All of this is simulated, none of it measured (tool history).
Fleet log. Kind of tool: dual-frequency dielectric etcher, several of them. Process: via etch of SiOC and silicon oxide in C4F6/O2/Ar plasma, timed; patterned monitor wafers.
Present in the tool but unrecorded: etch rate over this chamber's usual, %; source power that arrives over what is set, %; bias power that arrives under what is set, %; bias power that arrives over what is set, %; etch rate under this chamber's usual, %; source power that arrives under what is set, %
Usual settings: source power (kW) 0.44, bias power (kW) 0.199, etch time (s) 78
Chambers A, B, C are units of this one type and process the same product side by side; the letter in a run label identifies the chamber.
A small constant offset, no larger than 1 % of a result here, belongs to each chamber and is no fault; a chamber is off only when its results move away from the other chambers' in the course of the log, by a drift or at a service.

run	day	source power (kW)	bias power (kW)	etch time (s)	hours since the last wet clean	hours since the last source power generator calibration	hours since the last bias power generator calibration	read-back reference wafer on the same gauge, depth_nm	mean etch depth across the wafer (nm)
1B	0.421	0.44	0.199	78	174.9	483.5	1596.7	111.95	95.102
2C	0.975	0.44	0.199	78	325.9	1543.5	5477.1	112	93.605
3A	1.488	0.44	0.199	78	430.7	1278.3	739	111.99	94.996
4B	1.879	0.44	0.199	78	209.9	518.5	1631.7	111.97	95.356
5C	2.333	0.37	0.199	87	358.5	1576.1	5509.7	111.91	97.674
6A	2.862	0.37	0.199	87	463.7	1311.3	772	111.95	98.797
# day 3.046: chamber A: wet clean of the chamber
7C	3.362	0.37	0.199	87	383.2	1600.8	5534.4	112.01	97.984
8B	3.621	0.37	0.166	78	251.7	560.3	1673.5	112.07	84.438
# day 3.646: chamber C: bias power generator calibrated
# day 4.05: chamber C: source power generator calibrated
9A	4.129	0.37	0.166	78	26	1341.7	802.4	111.96	83.68
10A	4.692	0.37	0.166	78	39.5	1355.2	815.9	112.04	83.333
11C	5.029	0.44	0.199	78	423.2	23.6	33.2	112.05	93.168
12B	5.529	0.44	0.199	78	297.5	606.1	1719.3	112.04	96.006
13B	6.004	0.44	0.199	78	308.9	617.5	1730.7	112.02	95.62
14C	6.542	0.44	0.199	78	459.5	59.9	69.5	112.07	92.814
15A	7.112	0.44	0.199	78	97.6	1413.3	874	111.99	94.654
16B	7.408	0.44	0.199	78	342.6	651.2	1764.4	112.03	95.673
17C	7.733	0.44	0.199	78	488.1	88.5	98.1	112.03	92.545
18A	8.117	0.44	0.199	78	121.7	1437.4	898.1	112	94.329
19A	8.6	0.44	0.199	78	133.3	1449	909.7	112.12	94.379
20B	9.033	0.44	0.199	78	381.6	690.2	1803.4	111.97	95.338
21C	9.408	0.44	0.199	78	528.3	128.7	138.3	112.04	92.63
22A	9.9	0.44	0.199	78	164.5	1480.2	940.9	112.01	94.662
23B	10.338	0.44	0.199	78	412.9	721.5	1834.7	111.98	95.374
24C	10.604	0.44	0.199	78	557	157.4	167	112	92.509
25C	10.883	0.44	0.199	78	563.7	164.1	173.7	111.93	92.087
# day 11.058: chamber B: wet clean of the chamber
26B	11.396	0.44	0.199	78	8.1	746.9	1860.1	112.08	95.733
27A	11.8	0.54	0.24	78	210.1	1525.8	986.5	111.96	109.18
28A	12.312	0.54	0.24	78	222.4	1538.1	998.8	112.1	108.58
29B	12.675	0.54	0.24	78	38.8	777.6	1890.8	112.04	110.52
30C	13.004	0.44	0.199	78	614.6	215	224.6	112	92.358
31A	13.258	0.44	0.199	78	245.1	1560.8	1021.5	111.97	94.771
32B	13.775	0.44	0.199	78	65.2	804	1917.2	112.01	95.289
33C	14.175	0.44	0.199	78	642.7	243.1	252.7	111.98	91.376
34B	14.654	0.44	0.199	78	86.3	825.1	1938.3	111.97	95.159
35C	15.05	0.44	0.199	78	663.7	264.1	273.7	111.97	91.432
36A	15.375	0.44	0.199	78	295.9	1611.6	1072.3	112.02	94.683
37A	15.883	0.44	0.199	78	308.1	1623.8	1084.5	112.05	93.964
38B	16.229	0.44	0.175	98	124.1	862.9	1976.1	111.99	115.28
39C	16.496	0.44	0.175	98	698.4	298.8	308.4	111.98	109.51
40B	16.771	0.44	0.175	98	137.1	875.9	1989.1	111.97	115.68
41A	17.042	0.44	0.199	78	335.9	1651.6	1112.3	112	94.188
42C	17.321	0.44	0.199	78	718.2	318.6	328.2	111.93	91.574
43C	17.762	0.44	0.219	64	728.8	329.2	338.8	112.06	76.515

Is one chamber off against the others, does the gauge drift, or is nothing wrong? If a chamber is off, say which, and what the likeliest cause is.

It is chamber C that slowly wanders off from its peers.
Cause: etch rate under this chamber's usual, % = 3.36.

Chamber C could run next with any of the 4 candidate recipes listed below; each alters the usual settings, and their results appear as question marks. Which one brings its results back in line with what the other chambers deliver on the usual settings?
A result is in line if it is within this distance of the other chambers' mean on the usual settings: mean etch depth across the wafer (nm) 1
44C-1	18.171	0.44	0.199	70.5					?
44C-2	18.171	0.44	0.201	81.5					?
44C-3	18.171	0.44	0.203	85.5					?
44C-4	18.171	0.44	0.197	75					?

What the other chambers average on the usual settings: mean etch depth across the wafer (nm) 94.978
run	mean etch depth across the wafer (nm)
44C-1	81.909
44C-2	94.995
44C-3	99.976
44C-4	86.856
44C-2 brings the chamber back in line.
